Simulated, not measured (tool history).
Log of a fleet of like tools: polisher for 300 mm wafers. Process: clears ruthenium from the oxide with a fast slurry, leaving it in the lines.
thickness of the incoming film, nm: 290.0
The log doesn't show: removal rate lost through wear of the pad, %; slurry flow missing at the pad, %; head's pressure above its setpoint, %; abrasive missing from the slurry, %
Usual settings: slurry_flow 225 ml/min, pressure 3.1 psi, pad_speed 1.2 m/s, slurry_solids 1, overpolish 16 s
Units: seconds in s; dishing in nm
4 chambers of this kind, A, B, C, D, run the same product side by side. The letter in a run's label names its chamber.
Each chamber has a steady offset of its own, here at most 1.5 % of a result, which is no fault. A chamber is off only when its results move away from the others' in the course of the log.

run	hour	slurry_flow	pressure	pad_speed	slurry_solids	overpolish	wafers polished on this pad	hours since the slurry nozzle was cleaned	hours since the head pressure was calibrated	hours since the slurry blender was calibrated	seconds	dishing
1D	6.2	225	3.1	1.2	1	16	533	268.8	226	151.9	58.457	57.197
2B	11.6	225	3.1	1.2	1	16	321	56.7	242	24.3	57.663	55.679
3C	15.3	225	3.1	1.2	1	16	177	635.2	98.4	316.8	58.586	54.426
4A	22.1	225	3.1	1.2	1	16	789	281.4	223.3	140.5	59.505	56.358
# hour 22.3: chamber A: worn pad replaced by a new one
5C	28.1	225	3.1	1.2	1	16	256	648	111.2	329.6	60.1	57.412
6B	34.9	225	3.1	1.2	1	16	463	80	265.3	47.6	59.26	58.04
7A	39.6	225	3.1	1.2	1	16	105	298.9	240.8	158	58.861	57.358
8D	44.4	225	3.1	1.2	1	16	766	307	264.2	190.1	59.429	56.041
9B	51.7	225	3.1	1.2	1	16	566	96.8	282.1	64.4	59.836	57.806
10D	57.4	225	3.1	1.2	1	16	846	320	277.2	203.1	59.449	55.802
# hour 57.7: chamber D: slurry blender recalibrated
11A	61.5	225	3.1	1.2	1	16	240	320.8	262.7	179.9	61.159	55.671
12C	68.9	225	3.1	1.2	1	16	505	688.8	152	370.4	59.327	58.249
13B	72.9	225	3.1	1.2	1	16	696	118	303.3	85.6	58.855	59.878
14C	77.1	225	3.1	1.2	1	16	556	697	160.2	378.6	58.478	56.454
15A	81.3	225	2	1.2	1	16	361	340.6	282.5	199.7	96.258	36.974
16D	84.8	225	2	1.2	1	16	1014	347.4	304.6	27.1	90.239	39.652
17C	89.3	225	2	1.2	1	16	630	709.2	172.4	390.8	92.671	39.863
# hour 95.8: chamber B: worn pad replaced by a new one
18D	96.4	225	2	1.2	1	16	1085	359	316.2	38.7	92.682	38.924
19A	102.3	225	3.1	1.2	1	16	489	361.6	303.5	220.7	63.36	52.186
20B	109.4	225	3.1	1.2	1	16	83	154.5	339.8	122.1	59.836	56.697
# hour 109.6: chamber A: head pressure recalibrated
21B	115.7	225	3.1	1.2	1	16	122	160.8	346.1	128.4	59.681	58.802
# hour 117.5: chamber D: worn pad replaced by a new one
# hour 120.4: chamber C: worn pad replaced by a new one
22D	122.4	305	3.1	1.2	1	16	30	385	342.2	64.7	58.295	57.661
23C	125.9	305	3.1	1.2	1	16	34	745.8	209	427.4	57.51	56.516
24A	132.4	305	3.1	1.2	1	16	674	391.7	22.8	250.8	65.818	52.003

All 4 chambers run these settings next. Forecast each chamber's results:
25A	137.8	280	3.1	1.2	1	16					?	?
25B	137.8	280	3.1	1.2	1	16					?	?
25C	137.8	280	3.1	1.2	1	16					?	?
25D	137.8	280	3.1	1.2	1	16					?	?

run	seconds	dishing
25A	67.339	50.686
25B	57.181	61.044
25C	57.182	57.663
25D	57.634	56.896
